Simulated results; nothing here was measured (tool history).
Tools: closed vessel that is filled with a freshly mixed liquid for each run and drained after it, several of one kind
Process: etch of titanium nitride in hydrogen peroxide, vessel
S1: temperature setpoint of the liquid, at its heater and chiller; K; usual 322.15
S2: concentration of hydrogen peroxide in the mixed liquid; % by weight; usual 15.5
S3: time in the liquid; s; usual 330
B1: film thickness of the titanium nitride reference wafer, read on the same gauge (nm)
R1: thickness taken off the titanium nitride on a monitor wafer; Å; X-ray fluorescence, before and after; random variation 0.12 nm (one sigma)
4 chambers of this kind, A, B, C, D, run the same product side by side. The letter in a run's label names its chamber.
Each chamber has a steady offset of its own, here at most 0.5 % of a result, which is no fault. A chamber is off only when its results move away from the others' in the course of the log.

{"run": "1C", "day": 0.446, "S1": 322.15, "S2": 15.5, "S3": 330, "B1": 39.964, "R1": 119.57}
{"run": "2A", "day": 0.767, "S1": 322.15, "S2": 15.5, "S3": 330, "B1": 39.988, "R1": 119.05}
{"run": "3B", "day": 1.242, "S1": 322.15, "S2": 15.5, "S3": 330, "B1": 39.987, "R1": 116.69}
{"run": "4D", "day": 1.825, "S1": 322.15, "S2": 15.5, "S3": 330, "B1": 40.01, "R1": 120.6}
{"run": "5A", "day": 2.425, "S1": 322.15, "S2": 15.5, "S3": 330, "B1": 40.03, "R1": 119.02}
{"run": "6D", "day": 2.838, "S1": 322.15, "S2": 15.5, "S3": 330, "B1": 40.002, "R1": 118.85}
{"run": "7B", "day": 3.271, "S1": 322.15, "S2": 15.5, "S3": 230, "B1": 39.979, "R1": 84.087}
{"run": "8C", "day": 3.762, "S1": 322.15, "S2": 15.5, "S3": 230, "B1": 39.994, "R1": 83.001}
{"run": "9A", "day": 4.079, "S1": 322.15, "S2": 15.5, "S3": 230, "B1": 39.99, "R1": 85.093}
{"run": "10B", "day": 4.404, "S1": 322.15, "S2": 15.5, "S3": 230, "B1": 39.995, "R1": 82.419}
{"run": "11C", "day": 4.971, "S1": 322.15, "S2": 15.5, "S3": 330, "B1": 40.018, "R1": 119.16}
{"run": "12D", "day": 5.446, "S1": 322.15, "S2": 15.5, "S3": 330, "B1": 39.978, "R1": 118.11}
{"run": "13C", "day": 5.929, "S1": 322.15, "S2": 15.5, "S3": 330, "B1": 39.994, "R1": 119.61}
{"run": "14B", "day": 6.229, "S1": 322.15, "S2": 15.5, "S3": 330, "B1": 39.957, "R1": 119.05}
{"run": "15A", "day": 6.696, "S1": 322.15, "S2": 18, "S3": 330, "B1": 39.969, "R1": 128.1}
{"run": "16D", "day": 7.046, "S1": 322.15, "S2": 18, "S3": 330, "B1": 39.973, "R1": 121.56}
{"run": "17B", "day": 7.346, "S1": 322.15, "S2": 18, "S3": 330, "B1": 39.974, "R1": 120.24}
{"run": "18D", "day": 7.754, "S1": 322.15, "S2": 18, "S3": 330, "B1": 39.964, "R1": 124.67}
{"run": "19A", "day": 8.038, "S1": 322.15, "S2": 15.5, "S3": 330, "B1": 39.971, "R1": 123.38}
{"run": "20C", "day": 8.35, "S1": 322.15, "S2": 15.5, "S3": 330, "B1": 40.034, "R1": 118.59}
{"day": 8.388, "done": "chamber A: peroxide flow meter replaced"}
{"run": "21D", "day": 8.738, "S1": 322.15, "S2": 15.5, "S3": 330, "B1": 39.984, "R1": 120.35}
{"run": "22B", "day": 9.212, "S1": 322.15, "S2": 15.5, "S3": 330, "B1": 40.021, "R1": 118.52}
{"run": "23C", "day": 9.612, "S1": 322.15, "S2": 15.5, "S3": 330, "B1": 40.033, "R1": 118.72}
{"run": "24A", "day": 9.983, "S1": 322.15, "S2": 15.5, "S3": 330, "B1": 39.965, "R1": 127.15}
{"run": "25D", "day": 10.25, "S1": 322.15, "S2": 15.5, "S3": 330, "B1": 39.979, "R1": 118.4}
{"run": "26A", "day": 10.75, "S1": 322.15, "S2": 15.5, "S3": 330, "B1": 40.014, "R1": 129.06}
{"day": 10.996, "done": "chamber D: new drum of peroxide connected"}
{"run": "27B", "day": 11.05, "S1": 322.15, "S2": 15.5, "S3": 330, "B1": 39.992, "R1": 119.5}
{"day": 11.396, "done": "chamber D: peroxide flow meter replaced"}
{"run": "28C", "day": 11.558, "S1": 322.15, "S2": 15.5, "S3": 330, "B1": 40.022, "R1": 116.77}
{"run": "29A", "day": 12.004, "S1": 322.15, "S2": 15.5, "S3": 330, "B1": 40.007, "R1": 131.27}
{"run": "30B", "day": 12.488, "S1": 322.15, "S2": 15.5, "S3": 330, "B1": 39.999, "R1": 118.18}
{"run": "31C", "day": 13.071, "S1": 322.15, "S2": 15.5, "S3": 330, "B1": 40.018, "R1": 117.8}
{"run": "32D", "day": 13.371, "S1": 312.65, "S2": 15.5, "S3": 330, "B1": 40.011, "R1": 58.418}
{"day": 13.671, "done": "chamber D: thermometer replaced"}
{"run": "33C", "day": 13.896, "S1": 312.65, "S2": 15.5, "S3": 330, "B1": 39.972, "R1": 58}
{"run": "34A", "day": 14.321, "S1": 312.65, "S2": 15.5, "S3": 330, "B1": 40.006, "R1": 66.104}
{"run": "35B", "day": 14.746, "S1": 312.65, "S2": 15.5, "S3": 330, "B1": 39.96, "R1": 57.248}
{"day": 14.942, "done": "chamber A: new drum of peroxide connected"}
{"run": "36D", "day": 15.225, "S1": 322.15, "S2": 15.5, "S3": 330, "B1": 39.96, "R1": 119.61}
{"run": "37B", "day": 15.771, "S1": 322.15, "S2": 15.5, "S3": 330, "B1": 39.987, "R1": 119.08}
{"run": "38D", "day": 16.129, "S1": 322.15, "S2": 15.5, "S3": 330, "B1": 40.008, "R1": 120}
{"run": "39A", "day": 16.546, "S1": 322.15, "S2": 15.5, "S3": 330, "B1": 40.034, "R1": 136.08}

What goes on in this fleet: one chamber off, a drifting gauge, or nothing beyond the chambers' own small offsets? Name the chamber and the cause, if any.

Chamber A drifts away from the others.
Cause: liquid hotter than its thermometer reads (K) = 1.91.

Here are 4 candidates for chamber A's next run, each the usual settings with a change, their results left as question marks. Which one brings its results back in line with what the others give on the usual settings?
In line means no further than this from the other chambers' mean on the usual settings: R1 4 Å
{"run": "40A-1", "day": 16.975, "S1": 321.15, "S2": 15.5, "S3": 310, "R1": "?"}
{"run": "40A-2", "day": 16.975, "S1": 322.15, "S2": 15.5, "S3": 245, "R1": "?"}
{"run": "40A-3", "day": 16.975, "S1": 324.65, "S2": 15.5, "S3": 370, "R1": "?"}
{"run": "40A-4", "day": 16.975, "S1": 323.15, "S2": 15.5, "S3": 350, "R1": "?"}

The other chambers' mean on the usual settings: R1 118.83 Å
run=40A-1 R1=119.36
run=40A-2 R1=101.38
run=40A-3 R1=182.72
run=40A-4 R1=155.47
40A-1 brings the chamber back in line.

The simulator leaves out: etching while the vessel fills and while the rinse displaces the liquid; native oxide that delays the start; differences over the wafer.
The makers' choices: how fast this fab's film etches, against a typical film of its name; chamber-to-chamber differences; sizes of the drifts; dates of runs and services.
